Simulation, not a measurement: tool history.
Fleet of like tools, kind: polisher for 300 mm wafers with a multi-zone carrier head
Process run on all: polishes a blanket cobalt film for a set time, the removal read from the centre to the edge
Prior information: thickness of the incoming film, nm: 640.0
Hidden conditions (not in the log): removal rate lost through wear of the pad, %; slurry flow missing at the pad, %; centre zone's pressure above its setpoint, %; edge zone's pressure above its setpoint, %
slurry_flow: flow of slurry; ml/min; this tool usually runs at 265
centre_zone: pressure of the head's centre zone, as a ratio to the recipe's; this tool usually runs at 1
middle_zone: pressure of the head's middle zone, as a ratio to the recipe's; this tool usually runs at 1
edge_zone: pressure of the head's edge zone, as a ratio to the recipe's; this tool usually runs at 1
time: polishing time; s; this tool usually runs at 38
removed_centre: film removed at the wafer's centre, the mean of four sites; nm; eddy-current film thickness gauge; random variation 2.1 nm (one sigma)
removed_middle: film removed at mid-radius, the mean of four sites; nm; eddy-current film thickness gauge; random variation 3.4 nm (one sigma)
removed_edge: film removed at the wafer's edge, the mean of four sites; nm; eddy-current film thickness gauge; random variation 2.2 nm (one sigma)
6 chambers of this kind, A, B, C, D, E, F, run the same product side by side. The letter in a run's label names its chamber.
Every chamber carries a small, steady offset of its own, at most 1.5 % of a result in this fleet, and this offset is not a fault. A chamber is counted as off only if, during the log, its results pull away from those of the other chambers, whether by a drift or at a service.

run   hour  slurry_flow  centre_zone  middle_zone  edge_zone  time  wafers polished on this pad  hours since the slurry nozzle was cleaned  hours since the centre zone pressure was calibrated  hours since the edge zone pressure was calibrated  removed_centre  removed_middle  removed_edge
 1A    4.4          265            1            1          1    38                          537                                      458.4                                                178.8                                               90.2          226.51          223.91        226.16
       5.3  -- chamber B: worn pad replaced by a new one
       8.2  -- chamber F: worn pad replaced by a new one
 2D    8.4          265            1            1          1    38                          374                                      166.2                                               1281.3                                              139.4          225.49          222.29        227.29
 3C   10.7          265            1            1          1    38                          121                                      224.6                                                179.2                                              356.8          227.34          227.03        225.18
 4B   13.7          265            1            1          1    38                           51                                        612                                                   86                                              244.4           225.9          223.68        228.46
 5E   18.1          265            1            1          1    38                         1239                                      196.4                                                  999                                              266.9          228.73          232.48        228.82
 6F   20.7          265            1            1          1    38                           77                                      134.3                                               1270.3                                              312.7          228.84          229.95        225.11
      22.1  -- chamber E: worn pad replaced by a new one
 7A   23.3          265            1            1          1    38                          653                                      477.3                                                197.7                                              109.1          231.35           230.1         228.8
      25.9  -- chamber A: slurry nozzle cleaned
 8F   27.4          265            1            1          1    38                          118                                        141                                                 1277                                              319.4          222.36          227.55        229.27
 9D   29.5          265            1            1          1    38                          504                                      187.3                                               1302.4                                              160.5           228.3          227.04        223.65
10E   32.6          190            1            1          1    38                           65                                      210.9                                               1013.5                                              281.4          215.72          221.83        219.22
11C   35.3          190            1            1          1    38                          272                                      249.2                                                203.8                                              381.4          213.76          218.16        222.53
12B   38.3          190            1            1          1    38                          203                                      636.6                                                110.6                                                269           217.7          220.45        219.06
13F   41.8          190            1            1          1    38                          207                                      155.4                                               1291.4                                              333.8          217.16          214.71        216.69
14E   44.9          190            1            1          1    38                          140                                      223.2                                               1025.8                                              293.7           211.8          222.83         222.8
15B   48.7          190            1            1          1    38                          267                                        647                                                  121                                              279.4          215.85          215.43        217.26
16C     52          265            1            1          1    38                          375                                      265.9                                                220.5                                              398.1          229.25           222.3        221.75
17D   56.4          265            1            1          1    38                          669                                      214.2                                               1329.3                                              187.4          226.57          224.21        227.04
18A   61.1          265            1            1          1    38                          886                                       35.3                                                235.5                                              146.9           237.7          229.82        224.15
19D   64.7          265            1            1          1    38                          721                                      222.5                                               1337.6                                              195.7          226.86          223.74        225.99
      66.3  -- chamber A: worn pad replaced by a new one
20A   67.4          265            1            1          1    38                            6                                       41.6                                                241.8                                              153.2          242.12          231.13        223.93
21C   71.1          265            1            1          1    47                          492                                        285                                                239.6                                              417.2          283.46          281.08        280.38
22B   74.3          265            1            1          1    47                          424                                      672.6                                                146.6                                                305           278.5          279.63        272.22
23F   76.6          265            1            1          1    47                          421                                      190.2                                               1326.2                                              368.6          280.82          277.43        276.89
24E   79.4          265            1            1          1    47                          353                                      257.7                                               1060.3                                              328.2          279.52             287        277.22
25F   83.7          265            1            1          1    47                          465                                      197.3                                               1333.3                                              375.7           278.9          287.79        284.66
26C     88          265            1            1          1    47                          596                                      301.9                                                256.5                                              434.1          280.32          277.42        277.37
27E   91.2          265            1            1          1    38                          425                                      269.5                                               1072.1                                                340          225.81          230.21        230.15
      92.2  -- chamber C: worn pad replaced by a new one
      93.2  -- chamber D: worn pad replaced by a new one
28A   93.4          265            1            1          1    38                          166                                       67.6                                                267.8                                              179.2          245.79          222.89        228.58
      95.5  -- chamber C: slurry nozzle cleaned
29B   96.9          265            1            1          1    38                          563                                      695.2                                                169.2                                              327.6          230.06          229.28        223.07
30D    101          265            1            1          1    38                           48                                      258.8                                               1373.9                                                232          229.72          222.94        227.92
31A  104.4          265            1            1          1    38                          234                                       78.6                                                278.8                                              190.2          248.85          222.81        223.59
32D  109.1          265            1            1          1    38                           98                                      266.9                                                 1382                                              240.1          230.92          230.36        224.58
33B  112.7          190            1            1          1    38                          661                                        711                                                  185                                              343.4          217.51          215.08        218.13
34C  114.9          190            1            1          1    38                          140                                       19.5                                                283.4                                                461          218.55           212.2        224.08
35F  117.6          190            1            1          1    38                          673                                      231.2                                               1367.2                                              409.6           216.6          215.25        217.64
36E  120.4          190            1            1          1    38                          605                                      298.7                                               1101.3                                              369.2          217.17          224.27        220.35

All chambers now run identical settings, listed one chamber a line with results as question marks. What results will each chamber show?
37A  123.9          265            1            1          1    38                                                                                                                                                                                               ?               ?             ?
37B  123.9          265            1            1          1    38                                                                                                                                                                                               ?               ?             ?
37C  123.9          265            1            1          1    38                                                                                                                                                                                               ?               ?             ?
37D  123.9          265            1            1          1    38                                                                                                                                                                                               ?               ?             ?
37E  123.9          265            1            1          1    38                                                                                                                                                                                               ?               ?             ?
37F  123.9          265            1            1          1    38                                                                                                                                                                                               ?               ?             ?

run  removed_centre  removed_middle  removed_edge
37A             252           226.3        226.57
37B          228.66          226.03        222.11
37C          227.49          229.83        225.22
37D          224.96          219.58        226.31
37E          229.64          226.43        229.08
37F          224.95          226.39        229.33
